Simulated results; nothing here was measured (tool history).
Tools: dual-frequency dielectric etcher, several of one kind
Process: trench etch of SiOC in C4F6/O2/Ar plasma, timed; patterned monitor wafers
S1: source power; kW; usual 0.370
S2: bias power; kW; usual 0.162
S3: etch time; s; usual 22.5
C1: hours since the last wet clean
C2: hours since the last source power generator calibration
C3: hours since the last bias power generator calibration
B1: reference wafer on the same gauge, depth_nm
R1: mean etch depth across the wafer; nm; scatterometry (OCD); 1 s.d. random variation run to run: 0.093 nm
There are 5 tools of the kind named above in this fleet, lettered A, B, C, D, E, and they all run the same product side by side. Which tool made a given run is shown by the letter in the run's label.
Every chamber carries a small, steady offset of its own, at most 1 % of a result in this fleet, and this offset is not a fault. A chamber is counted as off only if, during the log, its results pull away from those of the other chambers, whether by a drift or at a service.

run   hour     S1     S2    S3     C1      C2      C3      B1      R1
 1A    6.9  0.370  0.162  22.5   25.4  3286.3  1077.0  51.077  44.003
 2E   14.6  0.370  0.162  22.5  164.9  1043.0  1485.1  51.066  43.171
 3D   21.3  0.370  0.162  22.5  255.2    73.9   584.1  51.121  44.041
 4B   28.1  0.370  0.162  22.5  229.9  2820.2   700.8  51.076  43.366
 5C   33.1  0.370  0.162  22.5  474.0  1673.4   324.0  51.120  44.002
 6E   42.3  0.370  0.162  22.5  192.6  1070.7  1512.8  51.118  43.524
 7D   47.0  0.370  0.162  22.5  280.9    99.6   609.8  51.136  43.881
 8B   51.7  0.370  0.162  22.5  253.5  2843.8   724.4  51.107  43.348
 9C   57.6  0.370  0.162  22.5  498.5  1697.9   348.5  51.073  43.815
10A   63.2  0.370  0.162  22.5   81.7  3342.6  1133.3  51.085  44.040
11A   68.9  0.370  0.162  22.5   87.4  3348.3  1139.0  51.110  43.831
12E   78.0  0.370  0.162  22.5  228.3  1106.4  1548.5  51.095  43.231
13C   83.6  0.370  0.162  22.5  524.5  1723.9   374.5  51.089  44.110
14B   90.7  0.370  0.162  22.5  292.5  2882.8   763.4  51.114  43.345
15D  100.0  0.370  0.162  22.5  333.9   152.6   662.8  51.084  43.926
16D  105.0  0.370  0.162  22.5  338.9   157.6   667.8  51.093  43.947
17C  114.0  0.370  0.162  22.5  554.9  1754.3   404.9  51.133  43.954
     117.2  -- chamber C: wet clean of the chamber
18E  119.6  0.370  0.162  22.5  269.9  1148.0  1590.1  51.102  43.418
19A  127.0  0.370  0.162  22.5  145.5  3406.4  1197.1  51.109  43.787
20B  131.2  0.370  0.162  22.5  333.0  2923.3   803.9  51.109  43.353
21C  137.2  0.320  0.162  28.5   20.1  1777.5   428.1  51.109  52.445
22A  141.6  0.320  0.162  28.5  160.1  3421.0  1211.7  51.082  52.328
23B  147.4  0.320  0.162  28.5  349.2  2939.5   820.1  51.112  52.117
24D  153.8  0.320  0.162  28.5  387.7   206.4   716.6  51.097  52.542
25E  158.2  0.320  0.162  28.5  308.5  1186.6  1628.7  51.094  52.050
26E  163.4  0.370  0.162  22.5  313.7  1191.8  1633.9  51.110  43.382
27C  167.8  0.370  0.162  22.5   50.7  1808.1   458.7  51.110  43.935
28B  176.0  0.370  0.162  22.5  377.8  2968.1   848.7  51.092  43.533
29D  182.6  0.370  0.162  22.5  416.5   235.2   745.4  51.102  44.053
30A  187.0  0.370  0.162  22.5  205.5  3466.4  1257.1  51.083  43.837
31D  193.2  0.370  0.162  22.5  427.1   245.8   756.0  51.088  44.136
32B  198.4  0.370  0.162  22.5  400.2  2990.5   871.1  51.120  43.519
33A  203.6  0.370  0.162  22.5  222.1  3483.0  1273.7  51.113  43.817
34E  208.1  0.370  0.162  22.5  358.4  1236.5  1678.6  51.092  43.411
35C  214.0  0.370  0.162  22.5   96.9  1854.3   504.9  51.118  43.789
36E  218.6  0.370  0.162  22.5  368.9  1247.0  1689.1  51.106  43.449
37A  226.9  0.370  0.162  22.5  245.4  3506.3  1297.0  51.085  43.892
38C  232.4  0.370  0.162  22.5  115.3  1872.7   523.3  51.095  43.757

Next, all 5 chambers run the settings below, one line each with question marks for the results. What does each chamber give?
39A  239.2  0.370  0.162  22.5                   ?
39B  239.2  0.370  0.162  22.5                   ?
39C  239.2  0.370  0.162  22.5                   ?
39D  239.2  0.370  0.162  22.5                   ?
39E  239.2  0.370  0.162  22.5                   ?

run      R1
39A  43.851
39B  43.408
39C  43.987
39D  43.911
39E  43.502
